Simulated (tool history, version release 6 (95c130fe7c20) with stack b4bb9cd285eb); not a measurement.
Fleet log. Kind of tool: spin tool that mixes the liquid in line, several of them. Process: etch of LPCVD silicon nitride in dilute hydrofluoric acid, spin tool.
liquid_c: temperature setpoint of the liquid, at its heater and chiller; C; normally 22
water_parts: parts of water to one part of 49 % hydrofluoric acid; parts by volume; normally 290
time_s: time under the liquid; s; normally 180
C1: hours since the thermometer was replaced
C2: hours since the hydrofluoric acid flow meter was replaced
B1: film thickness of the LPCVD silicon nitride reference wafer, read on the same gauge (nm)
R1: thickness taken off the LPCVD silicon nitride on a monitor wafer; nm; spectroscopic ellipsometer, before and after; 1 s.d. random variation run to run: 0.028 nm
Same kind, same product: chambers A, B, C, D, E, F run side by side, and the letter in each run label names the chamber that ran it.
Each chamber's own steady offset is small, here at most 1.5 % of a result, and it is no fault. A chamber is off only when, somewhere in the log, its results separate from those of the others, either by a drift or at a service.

run 1A hour=10.3 | liquid_c=22 water_parts=290 time_s=180 | C1=96.8 C2=627.5 | B1=49.98 | R1=0.2648
run 2E hour=19.3 | liquid_c=22 water_parts=290 time_s=180 | C1=585.4 C2=427.6 | B1=50.027 | R1=0.28798
run 3C hour=28.2 | liquid_c=22 water_parts=290 time_s=180 | C1=93.6 C2=2380.2 | B1=50.033 | R1=0.26107
run 4D hour=35.3 | liquid_c=22 water_parts=290 time_s=180 | C1=1651.9 C2=642.5 | B1=49.993 | R1=0.22218
run 5F hour=41.7 | liquid_c=22 water_parts=175 time_s=180 | C1=164.8 C2=634.5 | B1=49.987 | R1=0.38205
run 6B hour=49.8 | liquid_c=22 water_parts=175 time_s=180 | C1=1019.2 C2=51.1 | B1=50.012 | R1=0.3601
run 7C hour=58.4 | liquid_c=22 water_parts=175 time_s=180 | C1=123.8 C2=2410.4 | B1=50.019 | R1=0.33979
run 8F hour=66.9 | liquid_c=22 water_parts=175 time_s=180 | C1=190 C2=659.7 | B1=49.99 | R1=0.42081
run 9A hour=75.5 | liquid_c=22 water_parts=175 time_s=180 | C1=162 C2=692.7 | B1=50.032 | R1=0.37304
run 10D hour=82.9 | liquid_c=22 water_parts=175 time_s=180 | C1=1699.5 C2=690.1 | B1=50.015 | R1=0.30992
run 11E hour=91.3 | liquid_c=22 water_parts=290 time_s=180 | C1=657.4 C2=499.6 | B1=49.944 | R1=0.20896
run 12B hour=102.3 | liquid_c=22 water_parts=290 time_s=180 | C1=1071.7 C2=103.6 | B1=49.992 | R1=0.20665
run 13C hour=111.5 | liquid_c=22 water_parts=290 time_s=180 | C1=176.9 C2=2463.5 | B1=50.046 | R1=0.20199
run 14B hour=117.1 | liquid_c=22 water_parts=290 time_s=180 | C1=1086.5 C2=118.4 | B1=49.987 | R1=0.25274
run 15E hour=126.6 | liquid_c=22 water_parts=290 time_s=180 | C1=692.7 C2=534.9 | B1=49.991 | R1=0.21866
-- hour=129.3 chamber C: hydrofluoric acid flow meter replaced
run 16A hour=133.4 | liquid_c=22 water_parts=220 time_s=180 | C1=219.9 C2=750.6 | B1=50.004 | R1=0.23531
run 17F hour=138.8 | liquid_c=22 water_parts=220 time_s=180 | C1=261.9 C2=731.6 | B1=50.053 | R1=0.34152
run 18D hour=148.1 | liquid_c=22 water_parts=220 time_s=180 | C1=1764.7 C2=755.3 | B1=50.001 | R1=0.28719
run 19F hour=158.4 | liquid_c=22 water_parts=220 time_s=180 | C1=281.5 C2=751.2 | B1=50.042 | R1=0.28936
run 20A hour=164 | liquid_c=22 water_parts=220 time_s=180 | C1=250.5 C2=781.2 | B1=49.974 | R1=0.33852
run 21B hour=169.3 | liquid_c=22 water_parts=220 time_s=180 | C1=1138.7 C2=170.6 | B1=49.995 | R1=0.35759
run 22C hour=179.8 | liquid_c=22 water_parts=290 time_s=180 | C1=245.2 C2=50.5 | B1=50.006 | R1=0.22377
run 23D hour=186.8 | liquid_c=22 water_parts=290 time_s=180 | C1=1803.4 C2=794 | B1=49.941 | R1=0.21271
run 24E hour=196.5 | liquid_c=19 water_parts=290 time_s=180 | C1=762.6 C2=604.8 | B1=49.959 | R1=0.17024
run 25D hour=201.4 | liquid_c=19 water_parts=290 time_s=180 | C1=1818 C2=808.6 | B1=49.969 | R1=0.16773
run 26E hour=211.7 | liquid_c=19 water_parts=290 time_s=180 | C1=777.8 C2=620 | B1=50.021 | R1=0.18275
run 27A hour=222.8 | liquid_c=19 water_parts=290 time_s=180 | C1=309.3 C2=840 | B1=49.992 | R1=0.15391
run 28C hour=230.4 | liquid_c=19 water_parts=290 time_s=180 | C1=295.8 C2=101.1 | B1=49.964 | R1=0.12047
-- hour=235.9 chamber B: thermometer replaced
run 29F hour=235.9 | liquid_c=19 water_parts=290 time_s=180 | C1=359 C2=828.7 | B1=49.993 | R1=0.17298
run 30B hour=246.7 | liquid_c=22 water_parts=290 time_s=180 | C1=10.8 C2=248 | B1=50.019 | R1=0.20917
run 31B hour=257.2 | liquid_c=22 water_parts=290 time_s=180 | C1=21.3 C2=258.5 | B1=50.044 | R1=0.16234
run 32A hour=266.3 | liquid_c=22 water_parts=290 time_s=180 | C1=352.8 C2=883.5 | B1=50.017 | R1=0.23798
run 33F hour=276.5 | liquid_c=24.5 water_parts=290 time_s=145 | C1=399.6 C2=869.3 | B1=50.039 | R1=0.22113
run 34C hour=281.8 | liquid_c=24.5 water_parts=290 time_s=145 | C1=347.2 C2=152.5 | B1=49.971 | R1=0.20812
run 35D hour=291 | liquid_c=24.5 water_parts=290 time_s=145 | C1=1907.6 C2=898.2 | B1=50.007 | R1=0.22506
run 36E hour=301.5 | liquid_c=24.5 water_parts=290 time_s=145 | C1=867.6 C2=709.8 | B1=50.024 | R1=0.14948
run 37C hour=308 | liquid_c=24.5 water_parts=290 time_s=145 | C1=373.4 C2=178.7 | B1=50.025 | R1=0.20389
run 38B hour=316.4 | liquid_c=24.5 water_parts=290 time_s=145 | C1=80.5 C2=317.7 | B1=49.96 | R1=0.1928
run 39D hour=323.9 | liquid_c=22 water_parts=290 time_s=180 | C1=1940.5 C2=931.1 | B1=49.997 | R1=0.20465
run 40A hour=333 | liquid_c=22 water_parts=290 time_s=180 | C1=419.5 C2=950.2 | B1=50.023 | R1=0.24166
run 41F hour=341.7 | liquid_c=22 water_parts=290 time_s=180 | C1=464.8 C2=934.5 | B1=49.979 | R1=0.23133

Which is it: a chamber that has drifted or been left off by a service, a gauge drift common to all chambers, or only each chamber's usual small offset? If a chamber is off, name it and its likeliest cause.

Nothing is wrong: each chamber keeps only its own small, steady offset and the gauge holds still.
